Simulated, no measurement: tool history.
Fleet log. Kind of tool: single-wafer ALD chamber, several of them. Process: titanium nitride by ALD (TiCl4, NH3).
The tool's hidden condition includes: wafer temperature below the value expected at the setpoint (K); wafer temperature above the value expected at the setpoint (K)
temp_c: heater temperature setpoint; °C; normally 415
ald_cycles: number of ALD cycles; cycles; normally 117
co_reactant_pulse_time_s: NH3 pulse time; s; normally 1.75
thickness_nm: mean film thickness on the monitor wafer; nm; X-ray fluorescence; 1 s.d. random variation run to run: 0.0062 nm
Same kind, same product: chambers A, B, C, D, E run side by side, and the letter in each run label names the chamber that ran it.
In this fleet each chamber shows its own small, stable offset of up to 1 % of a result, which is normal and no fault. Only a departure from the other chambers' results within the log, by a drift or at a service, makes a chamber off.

run	day	temp_c	ald_cycles	co_reactant_pulse_time_s	hours since the last thermocouple change	read-back reference wafer on the same gauge, thickness_nm	thickness_nm
1D	0.358	415	117	1.75	2132.6	2.9582	2.565
2A	0.679	415	117	1.75	103.8	2.9609	2.5964
3C	1.175	415	117	1.75	245.3	2.9601	2.5874
4E	1.579	415	117	1.75	2382.1	2.958	2.5735
5B	2.121	415	117	1.75	612.9	2.9597	2.6038
6B	2.488	415	117	1.75	621.7	2.9589	2.6024
7A	2.829	420	117	1.4	155.4	2.9609	2.573
8E	3.138	420	117	1.4	2419.5	2.958	2.5541
9D	3.679	420	117	1.4	2212.3	2.96	2.5586
10C	3.942	420	117	1.4	311.7	2.9605	2.5677
11C	4.454	420	117	1.4	324	2.9578	2.5786
12E	4.779	415	117	1.75	2458.9	2.9596	2.5751
13B	5.333	415	104	1.75	690	2.96	2.3082
14A	5.825	415	104	1.75	227.3	2.96	2.3149
15D	6.346	415	104	1.75	2276.3	2.96	2.2772
16A	6.625	415	104	1.75	246.5	2.9606	2.3059
17C	7.092	415	104	1.75	387.3	2.959	2.3071
18D	7.592	415	98	2.26	2306.2	2.9607	2.1664
19B	8.142	415	98	2.26	757.4	2.9589	2.1838
20E	8.5	415	98	2.26	2548.2	2.9609	2.1662
21C	8.742	415	98	2.26	426.9	2.9598	2.1809
22D	9.088	415	98	2.26	2342.1	2.9618	2.1641
23E	9.583	415	117	1.75	2574.2	2.9609	2.5712
24A	9.942	415	117	1.75	326.1	2.9581	2.5969
25B	10.288	415	117	1.75	808.9	2.9579	2.6002
26D	10.746	415	117	1.75	2381.9	2.9615	2.5655
27C	11.254	415	117	1.75	487.2	2.9587	2.5928
28B	11.758	415	117	1.75	844.2	2.9609	2.5981
29E	12.254	415	117	1.75	2638.3	2.9598	2.5558
30A	12.612	415	117	1.75	390.2	2.9581	2.5996
31B	13.008	415	117	1.75	874.2	2.9612	2.6063
32C	13.367	415	138	1.45	537.9	2.9603	3.0444
33E	13.767	415	138	1.45	2674.6	2.9594	3.0026
34A	14.242	415	138	1.45	429.3	2.9608	3.0476
35D	14.65	415	138	1.45	2475.6	2.9598	2.9981
36D	14.942	415	138	1.45	2482.6	2.9616	3.0127
37C	15.338	415	117	1.75	585.2	2.9585	2.5962
38B	15.817	415	117	1.75	941.6	2.9592	2.5876
39E	16.183	415	117	1.75	2732.6	2.9598	2.566
40A	16.471	415	117	1.75	482.8	2.9609	2.6007
41E	17	415	110	1.75	2752.2	2.9581	2.4176
42A	17.308	415	110	1.75	502.9	2.96	2.4301

Next, all 5 chambers run the settings below, one line each with question marks for the results. What does each chamber give?
43A	17.712	415	94	1.75			?
43B	17.712	415	94	1.75			?
43C	17.712	415	94	1.75			?
43D	17.712	415	94	1.75			?
43E	17.712	415	94	1.75			?

run	thickness_nm
43A	2.0847
43B	2.0847
43C	2.0839
43D	2.0719
43E	2.068

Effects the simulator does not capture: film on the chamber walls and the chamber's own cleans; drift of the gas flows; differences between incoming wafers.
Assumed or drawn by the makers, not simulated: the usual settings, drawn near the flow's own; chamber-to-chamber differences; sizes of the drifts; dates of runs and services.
